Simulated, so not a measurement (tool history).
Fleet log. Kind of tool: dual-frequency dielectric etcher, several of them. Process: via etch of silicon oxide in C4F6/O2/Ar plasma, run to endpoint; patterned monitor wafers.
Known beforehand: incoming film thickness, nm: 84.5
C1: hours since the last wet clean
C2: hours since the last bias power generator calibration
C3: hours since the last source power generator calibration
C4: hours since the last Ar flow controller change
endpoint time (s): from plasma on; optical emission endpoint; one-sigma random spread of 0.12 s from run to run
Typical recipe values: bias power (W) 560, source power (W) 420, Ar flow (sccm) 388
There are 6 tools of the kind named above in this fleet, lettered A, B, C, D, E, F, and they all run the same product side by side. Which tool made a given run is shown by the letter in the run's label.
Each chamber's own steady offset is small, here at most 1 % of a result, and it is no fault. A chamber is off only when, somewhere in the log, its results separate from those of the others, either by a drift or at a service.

{"hour": 2.2, "done": "chamber F: wet clean of the chamber"}
{"run": "1F", "hour": 10.6, "bias power (W)": 560, "source power (W)": 420, "Ar flow (sccm)": 388, "C1": 8.5, "C2": 1476.5, "C3": 4196.5, "C4": 1316.6, "endpoint time (s)": 17.919}
{"run": "2A", "hour": 22.0, "bias power (W)": 560, "source power (W)": 420, "Ar flow (sccm)": 388, "C1": 451.0, "C2": 1894.6, "C3": 946.8, "C4": 2719.3, "endpoint time (s)": 18.108}
{"run": "3C", "hour": 32.0, "bias power (W)": 560, "source power (W)": 420, "Ar flow (sccm)": 388, "C1": 65.0, "C2": 437.4, "C3": 113.8, "C4": 928.6, "endpoint time (s)": 18.185}
{"hour": 32.4, "done": "chamber A: wet clean of the chamber"}
{"run": "4B", "hour": 41.9, "bias power (W)": 560, "source power (W)": 420, "Ar flow (sccm)": 388, "C1": 362.9, "C2": 698.7, "C3": 913.0, "C4": 3371.4, "endpoint time (s)": 18.259}
{"hour": 45.3, "done": "chamber D: Ar flow controller replaced"}
{"run": "5E", "hour": 52.5, "bias power (W)": 560, "source power (W)": 420, "Ar flow (sccm)": 388, "C1": 367.2, "C2": 1252.8, "C3": 1383.1, "C4": 1836.3, "endpoint time (s)": 18.021}
{"run": "6D", "hour": 65.0, "bias power (W)": 560, "source power (W)": 420, "Ar flow (sccm)": 388, "C1": 251.0, "C2": 730.0, "C3": 2038.0, "C4": 19.8, "endpoint time (s)": 18.155}
{"run": "7E", "hour": 71.2, "bias power (W)": 445, "source power (W)": 460, "Ar flow (sccm)": 388, "C1": 385.9, "C2": 1271.5, "C3": 1401.8, "C4": 1855.0, "endpoint time (s)": 18.767}
{"run": "8C", "hour": 82.9, "bias power (W)": 445, "source power (W)": 460, "Ar flow (sccm)": 388, "C1": 115.9, "C2": 488.3, "C3": 164.7, "C4": 979.5, "endpoint time (s)": 18.945}
{"run": "9B", "hour": 96.0, "bias power (W)": 445, "source power (W)": 460, "Ar flow (sccm)": 388, "C1": 417.0, "C2": 752.8, "C3": 967.1, "C4": 3425.5, "endpoint time (s)": 18.992}
{"run": "10A", "hour": 109.8, "bias power (W)": 445, "source power (W)": 460, "Ar flow (sccm)": 388, "C1": 77.5, "C2": 1982.4, "C3": 1034.6, "C4": 2807.1, "endpoint time (s)": 19.062}
{"run": "11F", "hour": 118.6, "bias power (W)": 445, "source power (W)": 460, "Ar flow (sccm)": 388, "C1": 116.5, "C2": 1584.5, "C3": 4304.5, "C4": 1424.6, "endpoint time (s)": 18.9}
{"run": "12D", "hour": 128.7, "bias power (W)": 445, "source power (W)": 460, "Ar flow (sccm)": 388, "C1": 314.7, "C2": 793.7, "C3": 2101.7, "C4": 83.5, "endpoint time (s)": 18.923}
{"run": "13A", "hour": 139.8, "bias power (W)": 560, "source power (W)": 350, "Ar flow (sccm)": 307, "C1": 107.5, "C2": 2012.4, "C3": 1064.6, "C4": 2837.1, "endpoint time (s)": 18.842}
{"hour": 140.6, "done": "chamber D: wet clean of the chamber"}
{"run": "14C", "hour": 151.9, "bias power (W)": 560, "source power (W)": 350, "Ar flow (sccm)": 307, "C1": 184.9, "C2": 557.3, "C3": 233.7, "C4": 1048.5, "endpoint time (s)": 18.791}
{"run": "15F", "hour": 161.1, "bias power (W)": 560, "source power (W)": 350, "Ar flow (sccm)": 307, "C1": 159.0, "C2": 1627.0, "C3": 4347.0, "C4": 1467.1, "endpoint time (s)": 18.867}
{"run": "16B", "hour": 175.1, "bias power (W)": 560, "source power (W)": 350, "Ar flow (sccm)": 307, "C1": 496.1, "C2": 831.9, "C3": 1046.2, "C4": 3504.6, "endpoint time (s)": 18.984}
{"run": "17D", "hour": 189.1, "bias power (W)": 560, "source power (W)": 350, "Ar flow (sccm)": 307, "C1": 48.5, "C2": 854.1, "C3": 2162.1, "C4": 143.9, "endpoint time (s)": 18.798}
{"run": "18E", "hour": 201.1, "bias power (W)": 560, "source power (W)": 350, "Ar flow (sccm)": 307, "C1": 515.8, "C2": 1401.4, "C3": 1531.7, "C4": 1984.9, "endpoint time (s)": 18.699}
{"hour": 206.7, "done": "chamber E: wet clean of the chamber"}
{"run": "19D", "hour": 215.1, "bias power (W)": 560, "source power (W)": 420, "Ar flow (sccm)": 388, "C1": 74.5, "C2": 880.1, "C3": 2188.1, "C4": 169.9, "endpoint time (s)": 18.155}
{"run": "20F", "hour": 224.5, "bias power (W)": 560, "source power (W)": 420, "Ar flow (sccm)": 388, "C1": 222.4, "C2": 1690.4, "C3": 4410.4, "C4": 1530.5, "endpoint time (s)": 17.9}
{"run": "21B", "hour": 232.9, "bias power (W)": 560, "source power (W)": 420, "Ar flow (sccm)": 388, "C1": 553.9, "C2": 889.7, "C3": 1104.0, "C4": 3562.4, "endpoint time (s)": 18.436}
{"run": "22A", "hour": 240.1, "bias power (W)": 560, "source power (W)": 420, "Ar flow (sccm)": 388, "C1": 207.8, "C2": 2112.7, "C3": 1164.9, "C4": 2937.4, "endpoint time (s)": 18.226}
{"run": "23C", "hour": 251.7, "bias power (W)": 560, "source power (W)": 420, "Ar flow (sccm)": 388, "C1": 284.7, "C2": 657.1, "C3": 333.5, "C4": 1148.3, "endpoint time (s)": 18.082}
{"run": "24E", "hour": 262.2, "bias power (W)": 560, "source power (W)": 420, "Ar flow (sccm)": 388, "C1": 55.5, "C2": 1462.5, "C3": 1592.8, "C4": 2046.0, "endpoint time (s)": 18.095}
{"run": "25A", "hour": 274.5, "bias power (W)": 560, "source power (W)": 420, "Ar flow (sccm)": 388, "C1": 242.2, "C2": 2147.1, "C3": 1199.3, "C4": 2971.8, "endpoint time (s)": 18.211}
{"run": "26F", "hour": 282.7, "bias power (W)": 560, "source power (W)": 420, "Ar flow (sccm)": 388, "C1": 280.6, "C2": 1748.6, "C3": 4468.6, "C4": 1588.7, "endpoint time (s)": 17.934}
{"run": "27E", "hour": 294.7, "bias power (W)": 560, "source power (W)": 420, "Ar flow (sccm)": 388, "C1": 88.0, "C2": 1495.0, "C3": 1625.3, "C4": 2078.5, "endpoint time (s)": 18.17}
{"run": "28C", "hour": 304.2, "bias power (W)": 560, "source power (W)": 420, "Ar flow (sccm)": 388, "C1": 337.2, "C2": 709.6, "C3": 386.0, "C4": 1200.8, "endpoint time (s)": 18.271}
{"run": "29D", "hour": 315.7, "bias power (W)": 560, "source power (W)": 420, "Ar flow (sccm)": 388, "C1": 175.1, "C2": 980.7, "C3": 2288.7, "C4": 270.5, "endpoint time (s)": 18.174}
{"hour": 316.8, "done": "chamber F: source power generator calibrated"}
{"run": "30B", "hour": 328.2, "bias power (W)": 560, "source power (W)": 420, "Ar flow (sccm)": 388, "C1": 649.2, "C2": 985.0, "C3": 1199.3, "C4": 3657.7, "endpoint time (s)": 18.435}
{"run": "31B", "hour": 335.3, "bias power (W)": 560, "source power (W)": 420, "Ar flow (sccm)": 388, "C1": 656.3, "C2": 992.1, "C3": 1206.4, "C4": 3664.8, "endpoint time (s)": 18.728}
{"run": "32A", "hour": 348.7, "bias power (W)": 560, "source power (W)": 420, "Ar flow (sccm)": 388, "C1": 316.4, "C2": 2221.3, "C3": 1273.5, "C4": 3046.0, "endpoint time (s)": 18.256}
{"run": "33E", "hour": 362.7, "bias power (W)": 560, "source power (W)": 420, "Ar flow (sccm)": 388, "C1": 156.0, "C2": 1563.0, "C3": 1693.3, "C4": 2146.5, "endpoint time (s)": 17.926}
{"run": "34D", "hour": 371.9, "bias power (W)": 560, "source power (W)": 420, "Ar flow (sccm)": 388, "C1": 231.3, "C2": 1036.9, "C3": 2344.9, "C4": 326.7, "endpoint time (s)": 18.205}
{"run": "35F", "hour": 382.9, "bias power (W)": 560, "source power (W)": 420, "Ar flow (sccm)": 388, "C1": 380.8, "C2": 1848.8, "C3": 66.1, "C4": 1688.9, "endpoint time (s)": 17.678}
{"run": "36C", "hour": 391.7, "bias power (W)": 560, "source power (W)": 420, "Ar flow (sccm)": 388, "C1": 424.7, "C2": 797.1, "C3": 473.5, "C4": 1288.3, "endpoint time (s)": 18.316}
{"run": "37F", "hour": 398.1, "bias power (W)": 560, "source power (W)": 420, "Ar flow (sccm)": 388, "C1": 396.0, "C2": 1864.0, "C3": 81.3, "C4": 1704.1, "endpoint time (s)": 17.96}
{"run": "38D", "hour": 410.3, "bias power (W)": 560, "source power (W)": 380, "Ar flow (sccm)": 388, "C1": 269.7, "C2": 1075.3, "C3": 2383.3, "C4": 365.1, "endpoint time (s)": 18.861}
{"hour": 415.1, "done": "chamber A: Ar flow controller replaced"}
{"run": "39E", "hour": 419.0, "bias power (W)": 560, "source power (W)": 380, "Ar flow (sccm)": 388, "C1": 212.3, "C2": 1619.3, "C3": 1749.6, "C4": 2202.8, "endpoint time (s)": 18.368}
{"run": "40B", "hour": 432.6, "bias power (W)": 560, "source power (W)": 380, "Ar flow (sccm)": 388, "C1": 753.6, "C2": 1089.4, "C3": 1303.7, "C4": 3762.1, "endpoint time (s)": 19.347}
{"run": "41A", "hour": 442.7, "bias power (W)": 560, "source power (W)": 380, "Ar flow (sccm)": 388, "C1": 410.4, "C2": 2315.3, "C3": 1367.5, "C4": 27.7, "endpoint time (s)": 19.022}
{"run": "42C", "hour": 454.3, "bias power (W)": 560, "source power (W)": 380, "Ar flow (sccm)": 388, "C1": 487.3, "C2": 859.7, "C3": 536.1, "C4": 1350.9, "endpoint time (s)": 18.711}
{"run": "43A", "hour": 464.7, "bias power (W)": 560, "source power (W)": 380, "Ar flow (sccm)": 388, "C1": 432.4, "C2": 2337.3, "C3": 1389.5, "C4": 49.7, "endpoint time (s)": 18.922}
{"run": "44B", "hour": 471.2, "bias power (W)": 560, "source power (W)": 420, "Ar flow (sccm)": 388, "C1": 792.2, "C2": 1128.0, "C3": 1342.3, "C4": 3800.7, "endpoint time (s)": 18.808}

All chambers now run identical settings, listed one chamber a line with results as question marks. What results will each chamber show?
{"run": "45A", "hour": 481.2, "bias power (W)": 560, "source power (W)": 420, "Ar flow (sccm)": 388, "endpoint time (s)": "?"}
{"run": "45B", "hour": 481.2, "bias power (W)": 560, "source power (W)": 420, "Ar flow (sccm)": 388, "endpoint time (s)": "?"}
{"run": "45C", "hour": 481.2, "bias power (W)": 560, "source power (W)": 420, "Ar flow (sccm)": 388, "endpoint time (s)": "?"}
{"run": "45D", "hour": 481.2, "bias power (W)": 560, "source power (W)": 420, "Ar flow (sccm)": 388, "endpoint time (s)": "?"}
{"run": "45E", "hour": 481.2, "bias power (W)": 560, "source power (W)": 420, "Ar flow (sccm)": 388, "endpoint time (s)": "?"}
{"run": "45F", "hour": 481.2, "bias power (W)": 560, "source power (W)": 420, "Ar flow (sccm)": 388, "endpoint time (s)": "?"}

run=45A endpoint_time_(s)=18.108
run=45B endpoint_time_(s)=18.649
run=45C endpoint_time_(s)=18.248
run=45D endpoint_time_(s)=17.968
run=45E endpoint_time_(s)=17.993
run=45F endpoint_time_(s)=18.104

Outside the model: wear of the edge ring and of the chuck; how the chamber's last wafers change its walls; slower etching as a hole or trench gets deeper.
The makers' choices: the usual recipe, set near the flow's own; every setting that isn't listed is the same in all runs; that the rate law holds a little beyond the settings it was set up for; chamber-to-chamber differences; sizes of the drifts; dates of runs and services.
